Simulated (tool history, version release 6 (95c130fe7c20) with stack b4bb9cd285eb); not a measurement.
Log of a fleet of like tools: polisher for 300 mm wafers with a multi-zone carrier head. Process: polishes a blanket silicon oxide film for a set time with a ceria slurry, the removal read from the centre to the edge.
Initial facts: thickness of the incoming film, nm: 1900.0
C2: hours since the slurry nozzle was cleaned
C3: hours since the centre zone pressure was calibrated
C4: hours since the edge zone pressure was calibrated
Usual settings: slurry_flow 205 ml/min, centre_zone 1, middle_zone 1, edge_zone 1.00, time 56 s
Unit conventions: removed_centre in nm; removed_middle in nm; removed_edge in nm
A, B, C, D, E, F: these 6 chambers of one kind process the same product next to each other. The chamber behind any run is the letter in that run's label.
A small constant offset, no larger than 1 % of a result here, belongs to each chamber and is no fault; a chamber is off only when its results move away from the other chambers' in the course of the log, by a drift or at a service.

{"day": 0.083, "done": "chamber D: slurry nozzle cleaned"}
{"run": "1D", "day": 0.154, "slurry_flow": 205, "centre_zone": 1, "middle_zone": 1, "edge_zone": 1.0, "time": 56, "wafers polished on this pad": 449, "C2": 1.8, "C3": 1007.7, "C4": 293.6, "removed_centre": 416.41, "removed_middle": 430.31, "removed_edge": 424.96}
{"run": "2F", "day": 0.233, "slurry_flow": 205, "centre_zone": 1, "middle_zone": 1, "edge_zone": 1.0, "time": 56, "wafers polished on this pad": 505, "C2": 239.5, "C3": 601.4, "C4": 197.3, "removed_centre": 421.83, "removed_middle": 427.94, "removed_edge": 413.24}
{"run": "3E", "day": 0.329, "slurry_flow": 205, "centre_zone": 1, "middle_zone": 1, "edge_zone": 1.0, "time": 56, "wafers polished on this pad": 391, "C2": 130.8, "C3": 886.1, "C4": 391.0, "removed_centre": 423.01, "removed_middle": 421.84, "removed_edge": 412.62}
{"run": "4C", "day": 0.488, "slurry_flow": 205, "centre_zone": 1, "middle_zone": 1, "edge_zone": 1.0, "time": 56, "wafers polished on this pad": 1038, "C2": 49.1, "C3": 435.3, "C4": 549.2, "removed_centre": 426.73, "removed_middle": 414.81, "removed_edge": 415.03}
{"day": 0.6, "done": "chamber F: worn pad replaced by a new one"}
{"run": "5B", "day": 0.65, "slurry_flow": 205, "centre_zone": 1, "middle_zone": 1, "edge_zone": 1.0, "time": 56, "wafers polished on this pad": 401, "C2": 629.1, "C3": 69.4, "C4": 397.4, "removed_centre": 413.02, "removed_middle": 427.85, "removed_edge": 425.0}
{"run": "6A", "day": 0.775, "slurry_flow": 205, "centre_zone": 1, "middle_zone": 1, "edge_zone": 1.0, "time": 56, "wafers polished on this pad": 921, "C2": 176.8, "C3": 178.0, "C4": 1579.4, "removed_centre": 427.64, "removed_middle": 417.8, "removed_edge": 429.85}
{"run": "7C", "day": 0.888, "slurry_flow": 175, "centre_zone": 1, "middle_zone": 1, "edge_zone": 1.0, "time": 56, "wafers polished on this pad": 1159, "C2": 58.7, "C3": 444.9, "C4": 558.8, "removed_centre": 410.23, "removed_middle": 416.69, "removed_edge": 416.0}
{"run": "8F", "day": 0.967, "slurry_flow": 175, "centre_zone": 1, "middle_zone": 1, "edge_zone": 1.0, "time": 56, "wafers polished on this pad": 111, "C2": 257.1, "C3": 619.0, "C4": 214.9, "removed_centre": 405.71, "removed_middle": 407.95, "removed_edge": 410.89}
{"run": "9E", "day": 1.088, "slurry_flow": 175, "centre_zone": 1, "middle_zone": 1, "edge_zone": 1.0, "time": 56, "wafers polished on this pad": 620, "C2": 149.0, "C3": 904.3, "C4": 409.2, "removed_centre": 405.79, "removed_middle": 414.37, "removed_edge": 421.36}
{"run": "10D", "day": 1.175, "slurry_flow": 175, "centre_zone": 1, "middle_zone": 1, "edge_zone": 1.0, "time": 56, "wafers polished on this pad": 758, "C2": 26.3, "C3": 1032.2, "C4": 318.1, "removed_centre": 410.33, "removed_middle": 416.64, "removed_edge": 420.84}
{"run": "11B", "day": 1.258, "slurry_flow": 175, "centre_zone": 1, "middle_zone": 1, "edge_zone": 1.0, "time": 56, "wafers polished on this pad": 585, "C2": 643.7, "C3": 84.0, "C4": 412.0, "removed_centre": 405.0, "removed_middle": 411.24, "removed_edge": 415.99}
{"run": "12A", "day": 1.346, "slurry_flow": 175, "centre_zone": 1, "middle_zone": 1, "edge_zone": 1.0, "time": 56, "wafers polished on this pad": 1094, "C2": 190.5, "C3": 191.7, "C4": 1593.1, "removed_centre": 412.53, "removed_middle": 414.77, "removed_edge": 407.96}
{"day": 1.429, "done": "chamber E: worn pad replaced by a new one"}
{"run": "13C", "day": 1.45, "slurry_flow": 205, "centre_zone": 1, "middle_zone": 1, "edge_zone": 1.0, "time": 56, "wafers polished on this pad": 1329, "C2": 72.2, "C3": 458.4, "C4": 572.3, "removed_centre": 425.72, "removed_middle": 421.17, "removed_edge": 429.83}
{"run": "14E", "day": 1.579, "slurry_flow": 205, "centre_zone": 1, "middle_zone": 1, "edge_zone": 1.0, "time": 56, "wafers polished on this pad": 46, "C2": 160.8, "C3": 916.1, "C4": 421.0, "removed_centre": 419.31, "removed_middle": 420.41, "removed_edge": 413.08}
{"run": "15B", "day": 1.679, "slurry_flow": 205, "centre_zone": 1, "middle_zone": 1, "edge_zone": 1.0, "time": 56, "wafers polished on this pad": 712, "C2": 653.8, "C3": 94.1, "C4": 422.1, "removed_centre": 424.98, "removed_middle": 415.55, "removed_edge": 416.33}
{"day": 1.792, "done": "chamber A: edge zone pressure recalibrated"}
{"run": "16F", "day": 1.833, "slurry_flow": 205, "centre_zone": 1, "middle_zone": 1, "edge_zone": 1.0, "time": 56, "wafers polished on this pad": 373, "C2": 277.9, "C3": 639.8, "C4": 235.7, "removed_centre": 421.33, "removed_middle": 425.08, "removed_edge": 416.28}
{"run": "17D", "day": 1.983, "slurry_flow": 205, "centre_zone": 1, "middle_zone": 1, "edge_zone": 1.0, "time": 56, "wafers polished on this pad": 1003, "C2": 45.7, "C3": 1051.6, "C4": 337.5, "removed_centre": 425.92, "removed_middle": 424.97, "removed_edge": 417.17}
{"day": 1.988, "done": "chamber C: worn pad replaced by a new one"}
{"run": "18A", "day": 2.108, "slurry_flow": 205, "centre_zone": 1, "middle_zone": 1, "edge_zone": 1.0, "time": 56, "wafers polished on this pad": 1324, "C2": 208.8, "C3": 210.0, "C4": 7.7, "removed_centre": 421.9, "removed_middle": 425.94, "removed_edge": 416.17}
{"run": "19C", "day": 2.2, "slurry_flow": 205, "centre_zone": 1, "middle_zone": 1, "edge_zone": 1.0, "time": 56, "wafers polished on this pad": 64, "C2": 90.2, "C3": 476.4, "C4": 590.3, "removed_centre": 421.67, "removed_middle": 421.07, "removed_edge": 426.1}
{"run": "20B", "day": 2.279, "slurry_flow": 205, "centre_zone": 1, "middle_zone": 1, "edge_zone": 1.0, "time": 56, "wafers polished on this pad": 894, "C2": 668.2, "C3": 108.5, "C4": 436.5, "removed_centre": 407.83, "removed_middle": 421.68, "removed_edge": 425.15}
{"day": 2.321, "done": "chamber D: edge zone pressure recalibrated"}
{"run": "21E", "day": 2.367, "slurry_flow": 205, "centre_zone": 1, "middle_zone": 1, "edge_zone": 1.0, "time": 56, "wafers polished on this pad": 284, "C2": 179.7, "C3": 935.0, "C4": 439.9, "removed_centre": 424.29, "removed_middle": 421.6, "removed_edge": 416.92}
{"day": 2.458, "done": "chamber A: worn pad replaced by a new one"}
{"run": "22A", "day": 2.483, "slurry_flow": 205, "centre_zone": 1, "middle_zone": 1, "edge_zone": 1.0, "time": 56, "wafers polished on this pad": 7, "C2": 217.8, "C3": 219.0, "C4": 16.7, "removed_centre": 421.67, "removed_middle": 417.97, "removed_edge": 418.64}
{"run": "23F", "day": 2.583, "slurry_flow": 205, "centre_zone": 1, "middle_zone": 1, "edge_zone": 1.0, "time": 56, "wafers polished on this pad": 600, "C2": 295.9, "C3": 657.8, "C4": 253.7, "removed_centre": 419.98, "removed_middle": 422.32, "removed_edge": 415.42}
{"day": 2.729, "done": "chamber B: worn pad replaced by a new one"}
{"run": "24D", "day": 2.729, "slurry_flow": 205, "centre_zone": 1, "middle_zone": 1, "edge_zone": 1.0, "time": 56, "wafers polished on this pad": 1228, "C2": 63.6, "C3": 1069.5, "C4": 9.9, "removed_centre": 413.3, "removed_middle": 422.53, "removed_edge": 417.7}
{"run": "25A", "day": 2.883, "slurry_flow": 205, "centre_zone": 1, "middle_zone": 1, "edge_zone": 1.0, "time": 56, "wafers polished on this pad": 128, "C2": 227.4, "C3": 228.6, "C4": 26.3, "removed_centre": 429.65, "removed_middle": 428.84, "removed_edge": 418.36}
{"day": 2.912, "done": "chamber F: centre zone pressure recalibrated"}
{"day": 2.946, "done": "chamber F: worn pad replaced by a new one"}
{"run": "26E", "day": 3.029, "slurry_flow": 205, "centre_zone": 1, "middle_zone": 1, "edge_zone": 1.0, "time": 56, "wafers polished on this pad": 485, "C2": 195.6, "C3": 950.9, "C4": 455.8, "removed_centre": 424.48, "removed_middle": 421.64, "removed_edge": 431.68}
{"run": "27F", "day": 3.188, "slurry_flow": 205, "centre_zone": 1, "middle_zone": 1, "edge_zone": 1.05, "time": 56, "wafers polished on this pad": 73, "C2": 310.4, "C3": 6.6, "C4": 268.2, "removed_centre": 424.95, "removed_middle": 427.68, "removed_edge": 431.95}
{"run": "28D", "day": 3.35, "slurry_flow": 205, "centre_zone": 1, "middle_zone": 1, "edge_zone": 1.05, "time": 56, "wafers polished on this pad": 1416, "C2": 78.5, "C3": 1084.4, "C4": 24.8, "removed_centre": 410.57, "removed_middle": 406.07, "removed_edge": 420.79}
{"run": "29B", "day": 3.492, "slurry_flow": 205, "centre_zone": 1, "middle_zone": 1, "edge_zone": 1.05, "time": 56, "wafers polished on this pad": 231, "C2": 697.3, "C3": 137.6, "C4": 465.6, "removed_centre": 422.19, "removed_middle": 415.04, "removed_edge": 434.64}
{"run": "30C", "day": 3.575, "slurry_flow": 205, "centre_zone": 1, "middle_zone": 1, "edge_zone": 1.05, "time": 56, "wafers polished on this pad": 480, "C2": 123.2, "C3": 509.4, "C4": 623.3, "removed_centre": 428.32, "removed_middle": 418.56, "removed_edge": 434.98}
{"run": "31D", "day": 3.725, "slurry_flow": 205, "centre_zone": 1, "middle_zone": 1, "edge_zone": 1.05, "time": 56, "wafers polished on this pad": 1529, "C2": 87.5, "C3": 1093.4, "C4": 33.8, "removed_centre": 401.88, "removed_middle": 394.87, "removed_edge": 415.32}
{"day": 3.8, "done": "chamber E: worn pad replaced by a new one"}
{"run": "32E", "day": 3.896, "slurry_flow": 205, "centre_zone": 1, "middle_zone": 1, "edge_zone": 1.05, "time": 56, "wafers polished on this pad": 30, "C2": 216.4, "C3": 971.7, "C4": 476.6, "removed_centre": 422.43, "removed_middle": 418.95, "removed_edge": 433.0}
{"day": 3.925, "done": "chamber B: slurry nozzle cleaned"}
{"run": "33F", "day": 4.042, "slurry_flow": 205, "centre_zone": 1, "middle_zone": 1, "edge_zone": 1.0, "time": 56, "wafers polished on this pad": 331, "C2": 330.9, "C3": 27.1, "C4": 288.7, "removed_centre": 437.53, "removed_middle": 419.78, "removed_edge": 412.23}
{"run": "34B", "day": 4.129, "slurry_flow": 205, "centre_zone": 1, "middle_zone": 1, "edge_zone": 1.0, "time": 56, "wafers polished on this pad": 424, "C2": 4.9, "C3": 152.9, "C4": 480.9, "removed_centre": 418.03, "removed_middle": 423.96, "removed_edge": 418.15}
{"run": "35A", "day": 4.208, "slurry_flow": 205, "centre_zone": 1, "middle_zone": 1, "edge_zone": 1.0, "time": 56, "wafers polished on this pad": 529, "C2": 259.2, "C3": 260.4, "C4": 58.1, "removed_centre": 419.74, "removed_middle": 421.35, "removed_edge": 430.06}
{"run": "36C", "day": 4.317, "slurry_flow": 205, "centre_zone": 1, "middle_zone": 1, "edge_zone": 1.0, "time": 56, "wafers polished on this pad": 705, "C2": 141.0, "C3": 527.2, "C4": 641.1, "removed_centre": 418.58, "removed_middle": 416.39, "removed_edge": 423.22}
{"run": "37F", "day": 4.471, "slurry_flow": 205, "centre_zone": 1, "middle_zone": 1, "edge_zone": 1.0, "time": 56, "wafers polished on this pad": 461, "C2": 341.2, "C3": 37.4, "C4": 299.0, "removed_centre": 424.1, "removed_middle": 425.24, "removed_edge": 413.34}
{"run": "38A", "day": 4.583, "slurry_flow": 205, "centre_zone": 1, "middle_zone": 1, "edge_zone": 1.0, "time": 56, "wafers polished on this pad": 643, "C2": 268.2, "C3": 269.4, "C4": 67.1, "removed_centre": 421.96, "removed_middle": 419.11, "removed_edge": 423.0}
{"run": "39C", "day": 4.75, "slurry_flow": 205, "centre_zone": 1, "middle_zone": 1, "edge_zone": 1.0, "time": 56, "wafers polished on this pad": 836, "C2": 151.4, "C3": 537.6, "C4": 651.5, "removed_centre": 422.94, "removed_middle": 411.84, "removed_edge": 416.06}
{"run": "40D", "day": 4.85, "slurry_flow": 205, "centre_zone": 1, "middle_zone": 1, "edge_zone": 1.0, "time": 56, "wafers polished on this pad": 1870, "C2": 114.5, "C3": 1120.4, "C4": 60.8, "removed_centre": 371.26, "removed_middle": 380.98, "removed_edge": 376.19}

One chamber off, gauge drift, or nothing amiss beyond the chambers' own small offsets? If it is a chamber, which one, and what is the likeliest cause?

Little by little, chamber D moves away from the other chambers.
Cause: removal rate lost through wear of the pad, % = 10.7.

Chamber D could run next with any of the 4 candidate recipes listed below; each alters the usual settings, and their results appear as question marks. Which one brings its results back in line with what the other chambers deliver on the usual settings?
Maximum distance from the other chambers' mean on the usual settings for a result to count as in line: removed_centre 22.00 nm; removed_middle 17.00 nm; removed_edge 20.00 nm
{"run": "41D-1", "day": 4.975, "slurry_flow": 205, "centre_zone": 1, "middle_zone": 1, "edge_zone": 0.99, "time": 50, "removed_centre": "?", "removed_middle": "?", "removed_edge": "?"}
{"run": "41D-2", "day": 4.975, "slurry_flow": 205, "centre_zone": 1, "middle_zone": 1, "edge_zone": 1.0, "time": 58, "removed_centre": "?", "removed_middle": "?", "removed_edge": "?"}
{"run": "41D-3", "day": 4.975, "slurry_flow": 205, "centre_zone": 1, "middle_zone": 1, "edge_zone": 1.0, "time": 54, "removed_centre": "?", "removed_middle": "?", "removed_edge": "?"}
{"run": "41D-4", "day": 4.975, "slurry_flow": 205, "centre_zone": 1, "middle_zone": 1, "edge_zone": 1.01, "time": 62, "removed_centre": "?", "removed_middle": "?", "removed_edge": "?"}

Usual-settings mean across the other chambers: removed_centre 419.85 nm; removed_middle 420.98 nm; removed_edge 419.80 nm
run=41D-1 removed_centre=334.79 removed_middle=337.40 removed_edge=334.03
run=41D-2 removed_centre=388.36 removed_middle=391.38 removed_edge=389.55
run=41D-3 removed_centre=361.57 removed_middle=364.39 removed_edge=362.69
run=41D-4 removed_centre=415.14 removed_middle=418.36 removed_edge=418.63
Change 41D-4 lands the chamber within the allowed miss of the other chambers.

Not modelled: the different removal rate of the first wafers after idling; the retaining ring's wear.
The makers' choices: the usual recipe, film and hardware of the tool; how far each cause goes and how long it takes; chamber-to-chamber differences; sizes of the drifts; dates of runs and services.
